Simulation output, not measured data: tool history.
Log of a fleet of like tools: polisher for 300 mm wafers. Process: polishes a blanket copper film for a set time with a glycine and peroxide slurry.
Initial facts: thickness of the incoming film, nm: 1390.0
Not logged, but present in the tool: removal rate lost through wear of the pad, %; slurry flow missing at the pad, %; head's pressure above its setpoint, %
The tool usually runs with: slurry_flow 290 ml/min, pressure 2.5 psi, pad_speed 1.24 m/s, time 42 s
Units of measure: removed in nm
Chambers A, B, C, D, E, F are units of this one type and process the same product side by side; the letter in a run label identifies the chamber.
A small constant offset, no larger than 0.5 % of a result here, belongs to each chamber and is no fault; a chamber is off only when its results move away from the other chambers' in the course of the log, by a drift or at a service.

run   hour  slurry_flow  pressure  pad_speed  time  wafers polished on this pad  hours since the slurry nozzle was cleaned  hours since the head pressure was calibrated  removed
       8.7  -- chamber A: worn pad replaced by a new one
 1C   10.6          290       2.5       1.24    42                          828                                        268                                         181.6   265.88
      18.8  -- chamber F: worn pad replaced by a new one
 2B   20.6          290       2.5       1.24    42                          352                                       84.6                                        1128.4   266.71
 3E   28.5          290       2.5       1.24    42                          849                                       32.9                                         174.5   264.96
      33.8  -- chamber C: slurry nozzle cleaned
 4F   36.1          290       2.5       1.24    42                          154                                      215.6                                          1064   266.17
 5D   45.1          290       2.5       1.24    42                          813                                      142.3                                         611.3    271.2
 6A   50.8          290       2.5       1.24    42                          376                                       61.2                                         725.7   265.55
 7A   61.7          290       2.5       1.24    42                          473                                       72.1                                         736.6   265.87
      66.3  -- chamber E: worn pad replaced by a new one
 8C   70.2          290       2.5       1.24    42                         1360                                       36.4                                         241.2   266.16
      72.6  -- chamber B: worn pad replaced by a new one
 9D   77.2          290       2.5       1.08    42                         1100                                      174.4                                         643.4   239.81
      82.8  -- chamber F: head pressure recalibrated
10E   86.1          290       2.5       1.08    42                          177                                       90.5                                         232.1   235.88
11F   92.2          290       2.5       1.08    42                          655                                      271.7                                           9.4   236.93
      95.7  -- chamber D: head pressure recalibrated
     100.6  -- chamber F: worn pad replaced by a new one
12B  102.9          290       2.5       1.08    42                          270                                      166.9                                        1210.7   240.03
13B    109          290       2.5       1.08    42                          325                                        173                                        1216.8   236.57
     114.1  -- chamber A: worn pad replaced by a new one
     115.6  -- chamber D: worn pad replaced by a new one
14C  120.5          290       2.5       1.08    42                         1809                                       86.7                                         291.5   238.23
15F  131.5          290       3.3        1.1    42                          276                                        311                                          48.7   299.22
16A  140.7          290       3.3        1.1    42                          237                                      151.1                                         815.6   303.02
     147.8  -- chamber F: slurry nozzle cleaned
17D  149.1          290       3.3        1.1    42                          299                                      246.3                                          53.4   303.96
     153.7  -- chamber B: worn pad replaced by a new one
18E  156.7          290       3.3        1.1    42                          807                                      161.1                                         302.7   301.65
19A  162.4          290       3.3        1.1    42                          431                                      172.8                                         837.3    300.2
     164.7  -- chamber F: worn pad replaced by a new one
20C  174.1          290       3.3        1.1    42                         2287                                      140.3                                         345.1   304.07
21E  180.6          290       2.5       1.24    42                         1020                                        185                                         326.6   264.33
22D  190.2          290       2.5       1.24    42                          665                                      287.4                                          94.5   265.29
23B  200.2          290       2.5       1.24    42                          415                                      264.2                                          1308   264.89
24F  208.7          290       2.5       1.46    42                          393                                       60.9                                         125.9    305.8
     215.8  -- chamber A: worn pad replaced by a new one
25E  218.5          290       2.5       1.46    42                         1358                                      222.9                                         364.5   305.41
     222.1  -- chamber B: worn pad replaced by a new one
26F  223.6          290       2.5       1.46    42                          526                                       75.8                                         140.8   303.24
27A    230          290       2.5       1.46    42                          127                                      240.4                                         904.9   310.63
     235.2  -- chamber E: worn pad replaced by a new one
       239  -- chamber B: head pressure recalibrated
28D  239.2          290       2.5       1.46    42                         1102                                      336.4                                         143.5   309.57
29B  246.4          290       2.5       1.46    42                          217                                      310.4                                           7.5   307.06
     248.2  -- chamber F: worn pad replaced by a new one
30C  252.6          290       2.5       1.24    42                         2988                                      218.8                                         423.6   252.62
31D  262.3          290       2.5        1.4    42                         1309                                      359.5                                         166.6   293.71
32F  272.3          290       2.5        1.4    42                          215                                      124.5                                         189.5   291.12
33B  277.5          290       2.5        1.4    42                          494                                      341.5                                          38.6   293.82
     283.7  -- chamber D: worn pad replaced by a new one
34A  283.8          290       2.5        1.4    42                          607                                      294.2                                         958.7    299.6
35C  292.6          290       2.5        1.4    42                         3345                                      258.8                                         463.6   273.29
     294.7  -- chamber B: worn pad replaced by a new one
36E  303.7          290       2.5        1.4    42                          611                                      308.1                                         449.7   295.53
37E  310.7          290       2.5       0.88    42                          673                                      315.1                                         456.7   198.27
38C    321          290       2.5       0.88    42                         3598                                      287.2                                           492   185.34
     323.2  -- chamber F: worn pad replaced by a new one
39A  332.5          290       2.5       0.88    42                         1041                                      342.9                                        1007.4   198.53
40F  340.9          290       2.5       0.88    42                          158                                      193.1                                         258.1   196.96
41D  347.3          290       2.5       0.88    42                          568                                      444.5                                         251.6   202.56
     349.5  -- chamber C: slurry nozzle cleaned
42B  357.5          290       2.5       0.88    42                          561                                      421.5                                         118.6    200.4
43C    366          290       2.5       1.24    42                         4000                                       16.5                                           537   243.21
44F  372.2          290       2.5       1.24    42                          437                                      224.4                                         289.4   265.41

Which is it: a chamber that has drifted or been left off by a service, a gauge drift common to all chambers, or only each chamber's usual small offset? If a chamber is off, name it and its likeliest cause.

One chamber, C, drifts off from the rest bit by bit.
Most likely cause: removal rate lost through wear of the pad, % = 10.
It could be hard to tell apart here from: head's pressure below its setpoint, %.

Which of the 4 candidates below, each the usual settings with something changed and its results left as question marks, puts chamber C back in line with what the other chambers give on the usual settings?
Allowed miss from the other chambers' usual-settings mean, per result, to count as in line: removed 7 nm
45C-1  380.6          290       2.6       1.28    44                                                                                                                              ?
45C-2  380.6          290       2.7       1.34    46                                                                                                                              ?
45C-3  380.6          290       2.5       0.94    42                                                                                                                              ?
45C-4  380.6          290       2.4        1.2    40                                                                                                                              ?

Mean of the other chambers on the usual settings: removed 265.25 nm
  run  removed
45C-1   265.51
45C-2   298.06
45C-3   190.38
45C-4   213.85
Change 45C-1 lands the chamber within the allowed miss of the other chambers.
